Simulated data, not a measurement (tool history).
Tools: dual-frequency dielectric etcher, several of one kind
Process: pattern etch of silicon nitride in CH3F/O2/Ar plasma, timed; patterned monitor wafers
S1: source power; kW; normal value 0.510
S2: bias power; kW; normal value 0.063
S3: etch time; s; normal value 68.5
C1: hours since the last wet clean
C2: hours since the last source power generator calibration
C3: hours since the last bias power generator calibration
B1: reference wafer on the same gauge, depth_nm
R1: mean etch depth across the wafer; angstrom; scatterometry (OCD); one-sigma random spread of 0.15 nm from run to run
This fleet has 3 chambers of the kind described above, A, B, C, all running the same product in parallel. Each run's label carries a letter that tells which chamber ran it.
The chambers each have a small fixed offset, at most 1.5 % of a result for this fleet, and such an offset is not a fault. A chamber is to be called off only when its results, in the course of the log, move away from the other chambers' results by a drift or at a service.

| run | hour | S1 | S2 | S3 | C1 | C2 | C3 | B1 | R1 |
|---|---|---|---|---|---|---|---|---|---|
| 1B | 10.3 | 0.510 | 0.063 | 68.5 | 284.9 | 625.4 | 3221.9 | 58.771 | 500.72 |
| 2A | 18.4 | 0.510 | 0.063 | 68.5 | 419.2 | 189.1 | 3295.5 | 58.702 | 510.13 |
| 3C | 28.7 | 0.510 | 0.063 | 68.5 | 407.5 | 3343.7 | 534.5 | 58.713 | 503.65 |
|  | 31.5 | chamber C: wet clean of the chamber |
| 4C | 41.1 | 0.510 | 0.063 | 68.5 | 9.7 | 3356.1 | 546.9 | 58.651 | 503.87 |
| 5A | 54.0 | 0.510 | 0.063 | 68.5 | 454.8 | 224.7 | 3331.1 | 58.690 | 510.49 |
|  | 56.8 | chamber B: wet clean of the chamber |
| 6B | 64.3 | 0.510 | 0.063 | 68.5 | 7.6 | 679.4 | 3275.9 | 58.700 | 502.49 |
| 7A | 72.5 | 0.510 | 0.063 | 68.5 | 473.3 | 243.2 | 3349.6 | 58.720 | 509.20 |
| 8C | 80.2 | 0.510 | 0.063 | 68.5 | 48.8 | 3395.2 | 586.0 | 58.680 | 503.76 |
|  | 82.8 | chamber A: wet clean of the chamber |
| 9B | 86.3 | 0.450 | 0.063 | 68.5 | 29.6 | 701.4 | 3297.9 | 58.722 | 476.94 |
| 10C | 92.9 | 0.450 | 0.063 | 68.5 | 61.5 | 3407.9 | 598.7 | 58.681 | 481.28 |
| 11A | 103.3 | 0.450 | 0.063 | 68.5 | 20.5 | 274.0 | 3380.4 | 58.693 | 486.97 |
| 12B | 112.3 | 0.510 | 0.063 | 68.5 | 55.6 | 727.4 | 3323.9 | 58.731 | 500.55 |
| 13A | 119.5 | 0.510 | 0.050 | 77.5 | 36.7 | 290.2 | 3396.6 | 58.661 | 534.68 |
| 14B | 127.1 | 0.510 | 0.050 | 77.5 | 70.4 | 742.2 | 3338.7 | 58.714 | 526.34 |
| 15C | 137.4 | 0.510 | 0.050 | 77.5 | 106.0 | 3452.4 | 643.2 | 58.648 | 527.45 |
| 16B | 143.5 | 0.510 | 0.063 | 68.5 | 86.8 | 758.6 | 3355.1 | 58.700 | 502.08 |
| 17A | 151.4 | 0.510 | 0.063 | 68.5 | 68.6 | 322.1 | 3428.5 | 58.691 | 514.38 |
| 18C | 163.7 | 0.510 | 0.063 | 68.5 | 132.3 | 3478.7 | 669.5 | 58.709 | 505.55 |
| 19A | 175.4 | 0.510 | 0.054 | 59.0 | 92.6 | 346.1 | 3452.5 | 58.694 | 419.55 |
| 20C | 187.9 | 0.510 | 0.054 | 59.0 | 156.5 | 3502.9 | 693.7 | 58.728 | 414.82 |
| 21B | 194.4 | 0.510 | 0.054 | 59.0 | 137.7 | 809.5 | 3406.0 | 58.716 | 411.99 |
| 22B | 206.8 | 0.510 | 0.054 | 68.5 | 150.1 | 821.9 | 3418.4 | 58.749 | 477.68 |
| 23A | 214.4 | 0.510 | 0.054 | 68.5 | 131.6 | 385.1 | 3491.5 | 58.673 | 486.66 |
| 24C | 226.2 | 0.510 | 0.054 | 68.5 | 194.8 | 3541.2 | 732.0 | 58.692 | 478.71 |
| 25A | 237.6 | 0.510 | 0.063 | 68.5 | 154.8 | 408.3 | 3514.7 | 58.660 | 511.41 |
| 26C | 248.0 | 0.510 | 0.063 | 68.5 | 216.6 | 3563.0 | 753.8 | 58.693 | 503.19 |
| 27B | 254.8 | 0.510 | 0.063 | 68.5 | 198.1 | 869.9 | 3466.4 | 58.690 | 503.14 |
| 28A | 266.1 | 0.510 | 0.063 | 68.5 | 183.3 | 436.8 | 3543.2 | 58.711 | 510.38 |
| 29C | 277.4 | 0.510 | 0.063 | 68.5 | 246.0 | 3592.4 | 783.2 | 58.712 | 502.83 |
| 30B | 285.3 | 0.510 | 0.063 | 68.5 | 228.6 | 900.4 | 3496.9 | 58.718 | 501.62 |
| 31B | 295.3 | 0.510 | 0.063 | 68.5 | 238.6 | 910.4 | 3506.9 | 58.690 | 502.94 |
| 32C | 302.9 | 0.510 | 0.048 | 68.5 | 271.5 | 3617.9 | 808.7 | 58.699 | 460.60 |
| 33A | 314.8 | 0.510 | 0.048 | 68.5 | 232.0 | 485.5 | 3591.9 | 58.706 | 470.03 |
|  | 327.0 | chamber B: bias power generator calibrated |
| 34C | 328.2 | 0.510 | 0.048 | 68.5 | 296.8 | 3643.2 | 834.0 | 58.676 | 461.18 |
| 35A | 335.6 | 0.510 | 0.063 | 68.5 | 252.8 | 506.3 | 3612.7 | 58.660 | 511.46 |
| 36B | 347.2 | 0.510 | 0.063 | 68.5 | 290.5 | 962.3 | 20.3 | 58.707 | 502.34 |
| 37C | 359.4 | 0.510 | 0.063 | 68.5 | 328.0 | 3674.4 | 865.2 | 58.661 | 502.29 |
| 38A | 367.7 | 0.510 | 0.063 | 68.5 | 284.9 | 538.4 | 3644.8 | 58.667 | 512.07 |
| 39B | 378.0 | 0.510 | 0.063 | 68.5 | 321.3 | 993.1 | 51.1 | 58.721 | 499.97 |
| 40B | 388.8 | 0.510 | 0.063 | 68.5 | 332.1 | 1003.9 | 61.9 | 58.704 | 499.82 |
| 41A | 398.8 | 0.510 | 0.063 | 68.5 | 316.0 | 569.5 | 3675.9 | 58.656 | 510.94 |
| 42C | 406.3 | 0.510 | 0.063 | 68.5 | 374.9 | 3721.3 | 912.1 | 58.701 | 502.80 |
| 43B | 418.3 | 0.510 | 0.063 | 68.5 | 361.6 | 1033.4 | 91.4 | 58.699 | 501.36 |
| 44A | 430.1 | 0.510 | 0.063 | 68.5 | 347.3 | 600.8 | 3707.2 | 58.681 | 508.90 |

All chambers now run identical settings, listed one chamber a line with results as question marks. What results will each chamber show?
| 45A | 439.8 | 0.510 | 0.063 | 68.5 |  |  |  |  | ? |
| 45B | 439.8 | 0.510 | 0.063 | 68.5 |  |  |  |  | ? |
| 45C | 439.8 | 0.510 | 0.063 | 68.5 |  |  |  |  | ? |

| run | R1 |
|---|---|
| 45A | 513.88 |
| 45B | 501.24 |
| 45C | 503.27 |
